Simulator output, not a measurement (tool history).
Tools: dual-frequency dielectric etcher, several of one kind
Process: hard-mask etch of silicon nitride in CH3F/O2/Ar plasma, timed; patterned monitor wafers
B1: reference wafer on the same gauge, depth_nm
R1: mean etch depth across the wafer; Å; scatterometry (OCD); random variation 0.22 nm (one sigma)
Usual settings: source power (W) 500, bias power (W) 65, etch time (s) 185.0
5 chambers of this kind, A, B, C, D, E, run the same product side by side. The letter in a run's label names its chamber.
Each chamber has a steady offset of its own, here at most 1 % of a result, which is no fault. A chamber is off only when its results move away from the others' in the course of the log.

{"run": "1A", "hour": 3.1, "source power (W)": 500, "bias power (W)": 65, "etch time (s)": 185.0, "B1": 143.99, "R1": 1360.2}
{"run": "2C", "hour": 6.7, "source power (W)": 500, "bias power (W)": 65, "etch time (s)": 185.0, "B1": 143.94, "R1": 1351.1}
{"run": "3D", "hour": 11.2, "source power (W)": 500, "bias power (W)": 65, "etch time (s)": 185.0, "B1": 143.89, "R1": 1356.9}
{"run": "4E", "hour": 16.5, "source power (W)": 500, "bias power (W)": 65, "etch time (s)": 185.0, "B1": 143.84, "R1": 1352.8}
{"run": "5B", "hour": 19.0, "source power (W)": 500, "bias power (W)": 65, "etch time (s)": 185.0, "B1": 143.95, "R1": 1372.8}
{"hour": 19.4, "done": "chamber D: wet clean of the chamber"}
{"run": "6C", "hour": 24.5, "source power (W)": 500, "bias power (W)": 65, "etch time (s)": 185.0, "B1": 143.86, "R1": 1350.6}
{"run": "7E", "hour": 29.7, "source power (W)": 500, "bias power (W)": 65, "etch time (s)": 185.0, "B1": 143.81, "R1": 1357.1}
{"run": "8D", "hour": 33.6, "source power (W)": 500, "bias power (W)": 65, "etch time (s)": 185.0, "B1": 143.76, "R1": 1356.6}
{"run": "9B", "hour": 37.6, "source power (W)": 500, "bias power (W)": 65, "etch time (s)": 185.0, "B1": 143.76, "R1": 1371.0}
{"run": "10A", "hour": 42.6, "source power (W)": 500, "bias power (W)": 65, "etch time (s)": 185.0, "B1": 143.7, "R1": 1363.6}
{"run": "11A", "hour": 46.0, "source power (W)": 500, "bias power (W)": 65, "etch time (s)": 185.0, "B1": 143.64, "R1": 1364.7}
{"hour": 48.4, "done": "chamber B: source power generator calibrated"}
{"run": "12E", "hour": 51.7, "source power (W)": 500, "bias power (W)": 65, "etch time (s)": 185.0, "B1": 143.6, "R1": 1354.4}
{"run": "13B", "hour": 57.3, "source power (W)": 500, "bias power (W)": 65, "etch time (s)": 185.0, "B1": 143.6, "R1": 1374.4}
{"run": "14C", "hour": 60.4, "source power (W)": 500, "bias power (W)": 65, "etch time (s)": 185.0, "B1": 143.52, "R1": 1342.9}
{"run": "15D", "hour": 64.2, "source power (W)": 500, "bias power (W)": 65, "etch time (s)": 185.0, "B1": 143.54, "R1": 1355.3}
{"run": "16C", "hour": 68.4, "source power (W)": 500, "bias power (W)": 65, "etch time (s)": 185.0, "B1": 143.57, "R1": 1344.5}
{"run": "17E", "hour": 74.0, "source power (W)": 500, "bias power (W)": 65, "etch time (s)": 185.0, "B1": 143.5, "R1": 1354.4}
{"run": "18B", "hour": 78.7, "source power (W)": 500, "bias power (W)": 65, "etch time (s)": 185.0, "B1": 143.46, "R1": 1368.9}
{"run": "19D", "hour": 83.1, "source power (W)": 500, "bias power (W)": 65, "etch time (s)": 185.0, "B1": 143.42, "R1": 1353.6}
{"run": "20A", "hour": 87.5, "source power (W)": 500, "bias power (W)": 65, "etch time (s)": 185.0, "B1": 143.35, "R1": 1360.6}
{"hour": 88.6, "done": "chamber E: wet clean of the chamber"}
{"run": "21C", "hour": 91.4, "source power (W)": 500, "bias power (W)": 65, "etch time (s)": 185.0, "B1": 143.34, "R1": 1346.6}
{"run": "22A", "hour": 96.0, "source power (W)": 500, "bias power (W)": 57, "etch time (s)": 133.5, "B1": 143.32, "R1": 938.81}
{"run": "23D", "hour": 101.3, "source power (W)": 500, "bias power (W)": 57, "etch time (s)": 133.5, "B1": 143.26, "R1": 935.1}
{"run": "24E", "hour": 106.6, "source power (W)": 500, "bias power (W)": 57, "etch time (s)": 133.5, "B1": 143.19, "R1": 934.0}
{"run": "25B", "hour": 110.8, "source power (W)": 500, "bias power (W)": 57, "etch time (s)": 133.5, "B1": 143.18, "R1": 943.76}
{"run": "26C", "hour": 116.4, "source power (W)": 500, "bias power (W)": 57, "etch time (s)": 133.5, "B1": 143.21, "R1": 928.36}
{"run": "27D", "hour": 120.6, "source power (W)": 500, "bias power (W)": 65, "etch time (s)": 185.0, "B1": 143.14, "R1": 1353.7}
{"run": "28B", "hour": 123.5, "source power (W)": 500, "bias power (W)": 65, "etch time (s)": 185.0, "B1": 143.15, "R1": 1362.7}
{"run": "29E", "hour": 126.3, "source power (W)": 500, "bias power (W)": 65, "etch time (s)": 185.0, "B1": 143.18, "R1": 1347.4}
{"run": "30A", "hour": 131.4, "source power (W)": 500, "bias power (W)": 65, "etch time (s)": 185.0, "B1": 143.11, "R1": 1356.0}
{"run": "31D", "hour": 135.7, "source power (W)": 500, "bias power (W)": 53, "etch time (s)": 133.5, "B1": 143.11, "R1": 910.83}

What goes on in this fleet: one chamber off, a drifting gauge, or nothing beyond the chambers' own small offsets? Name the chamber and the cause, if any.

The gauge drifts, so all chambers seem to drift together. No chamber is off.
Cause: gauge reads low (%) = 0.672.
